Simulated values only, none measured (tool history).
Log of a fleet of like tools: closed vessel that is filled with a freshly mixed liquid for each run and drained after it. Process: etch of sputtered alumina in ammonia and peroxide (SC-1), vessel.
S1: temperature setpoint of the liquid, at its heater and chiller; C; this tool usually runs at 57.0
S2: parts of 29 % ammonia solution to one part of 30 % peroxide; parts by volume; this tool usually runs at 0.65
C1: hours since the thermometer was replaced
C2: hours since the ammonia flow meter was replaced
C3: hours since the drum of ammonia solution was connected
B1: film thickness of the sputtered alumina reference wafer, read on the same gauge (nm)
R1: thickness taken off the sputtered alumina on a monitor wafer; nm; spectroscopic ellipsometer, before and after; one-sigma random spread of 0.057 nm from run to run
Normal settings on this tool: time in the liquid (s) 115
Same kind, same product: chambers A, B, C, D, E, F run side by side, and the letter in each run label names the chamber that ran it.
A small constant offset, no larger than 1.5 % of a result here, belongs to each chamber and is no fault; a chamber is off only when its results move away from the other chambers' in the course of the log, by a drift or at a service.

run 1B hour=3.7 | S1=57.0 S2=0.65 time_in_the_liquid_(s)=115 | C1=1016.9 C2=969.8 C3=254.3 | B1=69.952 | R1=9.7518
run 2E hour=8.2 | S1=57.0 S2=0.65 time_in_the_liquid_(s)=115 | C1=93.2 C2=553.3 C3=69.6 | B1=70.003 | R1=9.9597
run 3A hour=13.3 | S1=57.0 S2=0.65 time_in_the_liquid_(s)=115 | C1=189.7 C2=1213.5 C3=402.2 | B1=69.981 | R1=9.8845
run 4F hour=19.1 | S1=57.0 S2=0.65 time_in_the_liquid_(s)=115 | C1=1114.8 C2=581.3 C3=858.1 | B1=70.024 | R1=9.9714
run 5C hour=22.7 | S1=57.0 S2=0.65 time_in_the_liquid_(s)=115 | C1=1055.5 C2=433.4 C3=650.0 | B1=69.974 | R1=9.9308
run 6D hour=27.8 | S1=57.0 S2=0.65 time_in_the_liquid_(s)=115 | C1=713.7 C2=200.8 C3=615.1 | B1=69.933 | R1=9.8224
run 7C hour=33.4 | S1=57.0 S2=0.65 time_in_the_liquid_(s)=115 | C1=1066.2 C2=444.1 C3=660.7 | B1=70.047 | R1=9.9092
-- hour=35.2 chamber B: new drum of ammonia solution connected
run 8A hour=36.4 | S1=57.0 S2=0.65 time_in_the_liquid_(s)=115 | C1=212.8 C2=1236.6 C3=425.3 | B1=70.053 | R1=9.7942
run 9F hour=39.6 | S1=57.0 S2=0.55 time_in_the_liquid_(s)=115 | C1=1135.3 C2=601.8 C3=878.6 | B1=70.010 | R1=9.7174
run 10D hour=43.0 | S1=57.0 S2=0.55 time_in_the_liquid_(s)=115 | C1=728.9 C2=216.0 C3=630.3 | B1=69.971 | R1=9.8598
run 11E hour=47.8 | S1=57.0 S2=0.55 time_in_the_liquid_(s)=115 | C1=132.8 C2=592.9 C3=109.2 | B1=70.018 | R1=9.7235
run 12B hour=50.9 | S1=57.0 S2=0.55 time_in_the_liquid_(s)=115 | C1=1064.1 C2=1017.0 C3=15.8 | B1=70.026 | R1=9.7601
run 13E hour=57.4 | S1=57.0 S2=0.55 time_in_the_liquid_(s)=115 | C1=142.4 C2=602.5 C3=118.8 | B1=69.952 | R1=9.7636
run 14C hour=60.7 | S1=57.0 S2=0.55 time_in_the_liquid_(s)=115 | C1=1093.5 C2=471.4 C3=688.0 | B1=69.988 | R1=9.6955
run 15B hour=64.6 | S1=57.0 S2=0.65 time_in_the_liquid_(s)=115 | C1=1077.8 C2=1030.7 C3=29.5 | B1=70.007 | R1=9.6459
run 16A hour=68.0 | S1=60.5 S2=0.50 time_in_the_liquid_(s)=115 | C1=244.4 C2=1268.2 C3=456.9 | B1=70.020 | R1=11.1690
run 17F hour=74.3 | S1=60.5 S2=0.50 time_in_the_liquid_(s)=115 | C1=1170.0 C2=636.5 C3=913.3 | B1=69.974 | R1=11.5250
-- hour=77.5 chamber B: thermometer replaced
run 18D hour=78.0 | S1=60.5 S2=0.50 time_in_the_liquid_(s)=115 | C1=763.9 C2=251.0 C3=665.3 | B1=69.992 | R1=11.5340
run 19E hour=81.6 | S1=60.5 S2=0.50 time_in_the_liquid_(s)=115 | C1=166.6 C2=626.7 C3=143.0 | B1=69.987 | R1=11.5150
run 20F hour=87.8 | S1=60.5 S2=0.50 time_in_the_liquid_(s)=115 | C1=1183.5 C2=650.0 C3=926.8 | B1=69.998 | R1=11.5010
run 21A hour=92.5 | S1=60.5 S2=0.50 time_in_the_liquid_(s)=115 | C1=268.9 C2=1292.7 C3=481.4 | B1=70.038 | R1=11.1330
run 22D hour=99.2 | S1=57.0 S2=0.65 time_in_the_liquid_(s)=115 | C1=785.1 C2=272.2 C3=686.5 | B1=69.996 | R1=9.8460
run 23C hour=102.2 | S1=57.0 S2=0.65 time_in_the_liquid_(s)=115 | C1=1135.0 C2=512.9 C3=729.5 | B1=70.012 | R1=9.9023
run 24B hour=108.5 | S1=57.0 S2=0.65 time_in_the_liquid_(s)=115 | C1=31.1 C2=1074.6 C3=73.4 | B1=70.017 | R1=9.8494
run 25B hour=111.9 | S1=57.0 S2=0.65 time_in_the_liquid_(s)=115 | C1=34.5 C2=1078.0 C3=76.8 | B1=70.000 | R1=9.8882
run 26F hour=116.4 | S1=57.0 S2=0.65 time_in_the_liquid_(s)=115 | C1=1212.1 C2=678.6 C3=955.4 | B1=69.994 | R1=9.8402
run 27A hour=120.1 | S1=57.0 S2=0.65 time_in_the_liquid_(s)=115 | C1=296.5 C2=1320.3 C3=509.0 | B1=70.024 | R1=9.4922
run 28D hour=123.3 | S1=57.0 S2=0.65 time_in_the_liquid_(s)=115 | C1=809.2 C2=296.3 C3=710.6 | B1=70.030 | R1=9.8170
run 29E hour=127.3 | S1=50.5 S2=0.65 time_in_the_liquid_(s)=150 | C1=212.3 C2=672.4 C3=188.7 | B1=69.988 | R1=9.1053
run 30C hour=130.8 | S1=50.5 S2=0.65 time_in_the_liquid_(s)=150 | C1=1163.6 C2=541.5 C3=758.1 | B1=69.950 | R1=9.1008
run 31F hour=133.9 | S1=50.5 S2=0.65 time_in_the_liquid_(s)=150 | C1=1229.6 C2=696.1 C3=972.9 | B1=70.027 | R1=9.1807
run 32A hour=139.7 | S1=50.5 S2=0.65 time_in_the_liquid_(s)=150 | C1=316.1 C2=1339.9 C3=528.6 | B1=70.006 | R1=8.7212
run 33C hour=144.5 | S1=50.5 S2=0.65 time_in_the_liquid_(s)=150 | C1=1177.3 C2=555.2 C3=771.8 | B1=70.030 | R1=9.1651
run 34D hour=150.2 | S1=50.5 S2=0.65 time_in_the_liquid_(s)=150 | C1=836.1 C2=323.2 C3=737.5 | B1=69.986 | R1=9.0968
run 35B hour=153.2 | S1=57.0 S2=0.65 time_in_the_liquid_(s)=115 | C1=75.8 C2=1119.3 C3=118.1 | B1=69.990 | R1=9.8418
run 36E hour=159.8 | S1=57.0 S2=0.65 time_in_the_liquid_(s)=115 | C1=244.8 C2=704.9 C3=221.2 | B1=70.015 | R1=9.8062
run 37A hour=165.6 | S1=57.0 S2=0.65 time_in_the_liquid_(s)=115 | C1=342.0 C2=1365.8 C3=554.5 | B1=69.961 | R1=9.3538
run 38C hour=169.3 | S1=57.0 S2=0.65 time_in_the_liquid_(s)=115 | C1=1202.1 C2=580.0 C3=796.6 | B1=69.977 | R1=9.8595
run 39E hour=173.1 | S1=57.0 S2=0.65 time_in_the_liquid_(s)=115 | C1=258.1 C2=718.2 C3=234.5 | B1=69.982 | R1=9.8720
run 40F hour=176.4 | S1=57.0 S2=0.65 time_in_the_liquid_(s)=115 | C1=1272.1 C2=738.6 C3=1015.4 | B1=70.031 | R1=9.9248
run 41B hour=180.2 | S1=57.0 S2=0.65 time_in_the_liquid_(s)=115 | C1=102.8 C2=1146.3 C3=145.1 | B1=70.003 | R1=9.8225
run 42D hour=186.3 | S1=57.0 S2=0.65 time_in_the_liquid_(s)=115 | C1=872.2 C2=359.3 C3=773.6 | B1=69.959 | R1=9.9031
run 43A hour=192.9 | S1=57.0 S2=0.65 time_in_the_liquid_(s)=115 | C1=369.3 C2=1393.1 C3=581.8 | B1=69.982 | R1=9.0963

The same settings go to every chamber for the next run, one line per chamber below. Forecast the results for each:
run 44A hour=197.8 | S1=57.0 S2=0.65 time_in_the_liquid_(s)=115 | R1=?
run 44B hour=197.8 | S1=57.0 S2=0.65 time_in_the_liquid_(s)=115 | R1=?
run 44C hour=197.8 | S1=57.0 S2=0.65 time_in_the_liquid_(s)=115 | R1=?
run 44D hour=197.8 | S1=57.0 S2=0.65 time_in_the_liquid_(s)=115 | R1=?
run 44E hour=197.8 | S1=57.0 S2=0.65 time_in_the_liquid_(s)=115 | R1=?
run 44F hour=197.8 | S1=57.0 S2=0.65 time_in_the_liquid_(s)=115 | R1=?

run=44A R1=9.1824
run=44B R1=9.8265
run=44C R1=9.8324
run=44D R1=9.9874
run=44E R1=9.7812
run=44F R1=9.9352
